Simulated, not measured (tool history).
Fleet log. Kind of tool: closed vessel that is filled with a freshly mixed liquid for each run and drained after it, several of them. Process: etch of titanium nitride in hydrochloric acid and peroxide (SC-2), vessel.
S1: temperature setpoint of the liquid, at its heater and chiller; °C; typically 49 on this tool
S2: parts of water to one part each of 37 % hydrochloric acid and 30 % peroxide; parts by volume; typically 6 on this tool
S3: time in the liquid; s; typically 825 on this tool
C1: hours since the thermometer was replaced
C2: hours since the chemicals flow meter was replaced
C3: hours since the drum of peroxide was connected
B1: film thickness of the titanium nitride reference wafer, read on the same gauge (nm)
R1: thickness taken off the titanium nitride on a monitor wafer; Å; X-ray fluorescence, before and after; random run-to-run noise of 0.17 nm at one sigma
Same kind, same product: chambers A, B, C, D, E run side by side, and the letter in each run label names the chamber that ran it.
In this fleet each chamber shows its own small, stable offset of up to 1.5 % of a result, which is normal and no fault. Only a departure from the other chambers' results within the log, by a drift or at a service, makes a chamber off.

run,hour,S1,S2,S3,C1,C2,C3,B1,R1
1A,9.4,49,6,825,461.8,1739,12.4,39.982,309.11
# hour 12.5: chamber D: chemicals flow meter replaced
2E,15.8,49,6,825,435.7,744.3,32.3,40.038,309.33
# hour 18.8: chamber C: chemicals flow meter replaced
3B,25.3,49,6,825,1411.7,605.8,420.2,39.959,314
4C,33.8,49,6,825,165.5,15.1,402.1,39.989,304.55
# hour 33.9: chamber B: new drum of peroxide connected
5D,41.7,49,6,825,403.1,29.2,213.5,39.979,311.48
6E,51.2,49,6,825,471.1,779.7,67.7,39.993,306.65
7C,59.7,49,6,825,191.4,41,428,39.97,308.53
8A,66.8,49,6,825,519.2,1796.4,69.8,39.998,311.89
9D,73.5,49,6,825,434.9,61,245.3,39.953,308.93
10B,82.5,49,6,825,1468.9,663,48.6,39.979,312.03
11C,88.8,49,6,825,220.5,70.1,457.1,39.965,306.97
12D,94.7,49,6,825,456.1,82.2,266.5,40.021,308.81
13A,101.5,49,6,825,553.9,1831.1,104.5,39.974,310.79
14E,107.5,49,6,825,527.4,836,124,39.997,303.8
# hour 116.5: chamber D: new drum of peroxide connected
15B,116.9,49,9,825,1503.3,697.4,83,40.022,226.02
16B,126.1,49,9,825,1512.5,706.6,92.2,40.029,225.42
17A,133.4,49,9,825,585.8,1863,136.4,39.992,227.42
18E,142.8,49,9,825,562.7,871.3,159.3,40.025,222.13
19C,148.3,49,9,825,280,129.6,516.6,39.973,224.56
20D,154.9,49,6,825,516.3,142.4,38.4,39.981,312.95
21C,160.4,49,6,1110,292.1,141.7,528.7,40.013,415.99
22D,166.9,49,6,1110,528.3,154.4,50.4,40.012,415.34
23E,175.1,49,6,1110,595,903.6,191.6,39.989,409.01
24B,183.9,49,6,1110,1570.3,764.4,150,39.97,406.1
25A,190.9,49,6,1110,643.3,1920.5,193.9,40.002,415.34
26B,200.2,49,6,825,1586.6,780.7,166.3,40.005,304.79
27E,209.5,49,6,825,629.4,938,226,40.009,306.65
28A,214.2,54,6,970,666.6,1943.8,217.2,39.976,506.28
29C,220.4,54,6,970,352.1,201.7,588.7,39.974,505.22
30D,229.8,54,6,970,591.2,217.3,113.3,40.007,511.33
31A,238.2,54,6,970,690.6,1967.8,241.2,40.019,498.77
32D,245.3,54,6,970,606.7,232.8,128.8,39.983,510.33
33C,251.9,49,6,825,383.6,233.2,620.2,39.989,308.21
34B,256.7,49,6,825,1643.1,837.2,222.8,40.043,300.2
35E,262.1,49,6,825,682,990.6,278.6,40.004,306.64
36A,270.3,42,6,615,722.7,1999.9,273.3,39.955,143.17
37B,279.4,42,6,615,1665.8,859.9,245.5,40.029,137.05
38C,287.7,42,6,615,419.4,269,656,39.979,140.87
39E,294.7,42,6,615,714.6,1023.2,311.2,39.998,141.65
40D,304.2,42,6,615,665.6,291.7,187.7,40.037,141.96
41B,309.9,49,6,825,1696.3,890.4,276,39.969,294.45
42D,315.5,49,6,825,676.9,303,199,39.991,310.29
43A,320,49,6,825,772.4,2049.6,323,40.018,307.99
44C,325.2,49,6,825,456.9,306.5,693.5,40.047,304.74

The same settings go to every chamber for the next run, one line per chamber below. Forecast the results for each:
45A,332.1,49,8.5,825,,,,,?
45B,332.1,49,8.5,825,,,,,?
45C,332.1,49,8.5,825,,,,,?
45D,332.1,49,8.5,825,,,,,?
45E,332.1,49,8.5,825,,,,,?

run,R1
45A,235.31
45B,220.8
45C,233.05
45D,236.62
45E,231.76

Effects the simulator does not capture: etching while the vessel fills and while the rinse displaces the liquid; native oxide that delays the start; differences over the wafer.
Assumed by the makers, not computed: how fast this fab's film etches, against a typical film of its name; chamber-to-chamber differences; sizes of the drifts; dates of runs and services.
